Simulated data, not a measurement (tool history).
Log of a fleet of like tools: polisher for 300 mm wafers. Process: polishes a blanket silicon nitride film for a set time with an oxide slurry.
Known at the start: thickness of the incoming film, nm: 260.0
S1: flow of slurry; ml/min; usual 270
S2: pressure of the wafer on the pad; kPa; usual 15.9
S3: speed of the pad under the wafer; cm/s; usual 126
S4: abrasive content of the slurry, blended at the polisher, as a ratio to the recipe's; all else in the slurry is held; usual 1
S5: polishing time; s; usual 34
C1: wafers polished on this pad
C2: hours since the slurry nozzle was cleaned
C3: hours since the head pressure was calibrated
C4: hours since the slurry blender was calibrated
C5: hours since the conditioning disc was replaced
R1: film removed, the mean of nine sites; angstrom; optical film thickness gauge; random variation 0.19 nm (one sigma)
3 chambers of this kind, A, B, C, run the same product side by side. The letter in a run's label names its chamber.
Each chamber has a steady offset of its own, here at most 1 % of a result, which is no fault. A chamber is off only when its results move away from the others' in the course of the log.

run,hour,S1,S2,S3,S4,S5,C1,C2,C3,C4,C5,R1
# hour 1.9: chamber B: conditioning disc replaced and pad reconditioned
# hour 3.5: chamber C: worn pad replaced by a new one
# hour 9.3: chamber B: worn pad replaced by a new one
1B,10.8,270,15.9,126,1,34,25,47.1,111.9,238.9,9.0,162.02
# hour 14.7: chamber A: conditioning disc replaced and pad reconditioned
2A,21.1,270,15.9,126,1,34,650,68.3,170.1,233.6,6.4,170.13
# hour 23.9: chamber C: conditioning disc replaced and pad reconditioned
3C,34.3,270,15.9,126,1,34,496,290.1,1144.3,375.6,10.5,166.84
# hour 36.6: chamber C: head pressure recalibrated
# hour 36.7: chamber A: worn pad replaced by a new one
4A,48.8,270,15.9,126,1,34,195,96.0,197.8,261.3,34.1,165.58
# hour 50.1: chamber C: slurry blender recalibrated
5B,61.4,270,15.9,126,1,34,840,97.7,162.5,289.5,59.6,166.99
# hour 66.0: chamber B: worn pad replaced by a new one
# hour 70.9: chamber C: worn pad replaced by a new one
6C,70.9,270,15.9,126,1,34,0,326.7,34.3,20.9,47.1,171.02
7C,83.5,270,15.9,126,1,34,203,339.3,46.9,33.5,59.7,170.71
8A,97.8,270,15.9,126,1,34,984,145.0,246.8,310.3,83.1,163.58
# hour 102.3: chamber A: worn pad replaced by a new one
9B,111.7,270,15.9,126,1,34,737,148.0,212.8,339.8,109.9,164.63
10C,120.5,270,15.9,126,1,34,799,376.3,83.9,70.5,96.7,171.03
# hour 124.3: chamber B: worn pad replaced by a new one
11A,131.9,270,15.9,126,1,34,478,179.1,280.9,344.4,117.2,169.07
# hour 145.1: chamber C: worn pad replaced by a new one
12B,146.9,270,15.9,126,1,34,365,183.2,248.0,375.0,145.1,167.76
13C,155.8,340,15.9,148,1,34,173,411.6,119.2,105.8,132.0,195.92
# hour 158.0: chamber A: worn pad replaced by a new one
14A,169.0,340,15.9,148,1,34,177,216.2,318.0,381.5,154.3,191.57
# hour 170.8: chamber A: conditioning disc replaced and pad reconditioned
15B,177.3,340,15.9,148,1,34,855,213.6,278.4,405.4,175.5,192.35
# hour 182.7: chamber A: slurry blender recalibrated
# hour 186.9: chamber B: worn pad replaced by a new one
16A,190.3,270,15.9,126,1,34,520,237.5,339.3,7.6,19.5,166.78
# hour 201.5: chamber B: head pressure recalibrated
17C,203.7,270,15.9,126,1,34,945,459.5,167.1,153.7,179.9,169.49
18B,216.2,270,15.9,126,1,34,473,252.5,14.7,444.3,214.4,164.79
# hour 218.2: chamber A: worn pad replaced by a new one
# hour 219.2: chamber C: worn pad replaced by a new one
# hour 227.5: chamber C: conditioning disc replaced and pad reconditioned
19B,229.1,270,15.9,126,1,34,681,265.4,27.6,457.2,227.3,164.80
20C,237.8,270,15.9,126,1,34,300,493.6,201.2,187.8,10.3,167.88
# hour 246.2: chamber A: slurry nozzle cleaned
21A,248.3,270,15.9,126,1,34,486,2.2,397.3,65.6,77.5,165.01
# hour 258.4: chamber B: slurry blender recalibrated
# hour 261.3: chamber B: worn pad replaced by a new one
22C,261.5,270,15.9,126,1,34,682,517.3,224.9,211.5,34.0,165.38
23A,269.3,270,15.9,126,1,34,824,23.2,418.3,86.6,98.5,167.55
24B,282.1,270,15.9,126,1,34,335,318.4,80.6,23.8,280.3,167.74
# hour 288.3: chamber A: worn pad replaced by a new one
# hour 289.3: chamber C: worn pad replaced by a new one
25C,292.8,270,15.9,126,1,34,57,548.6,256.2,242.8,65.3,170.40
26B,307.6,270,15.9,126,1,34,746,343.9,106.1,49.3,305.8,168.66
27A,315.9,270,15.9,126,1,34,445,69.8,464.9,133.2,145.1,168.61
28C,326.1,270,15.9,126,1,34,594,581.9,289.5,276.1,98.6,166.07

Next, every chamber runs the same settings. What will each give?
29A,336.8,270,15.9,126,1,39,,,,,,?
29B,336.8,270,15.9,126,1,39,,,,,,?
29C,336.8,270,15.9,126,1,39,,,,,,?

run,R1
29A,188.59
29B,191.87
29C,192.30

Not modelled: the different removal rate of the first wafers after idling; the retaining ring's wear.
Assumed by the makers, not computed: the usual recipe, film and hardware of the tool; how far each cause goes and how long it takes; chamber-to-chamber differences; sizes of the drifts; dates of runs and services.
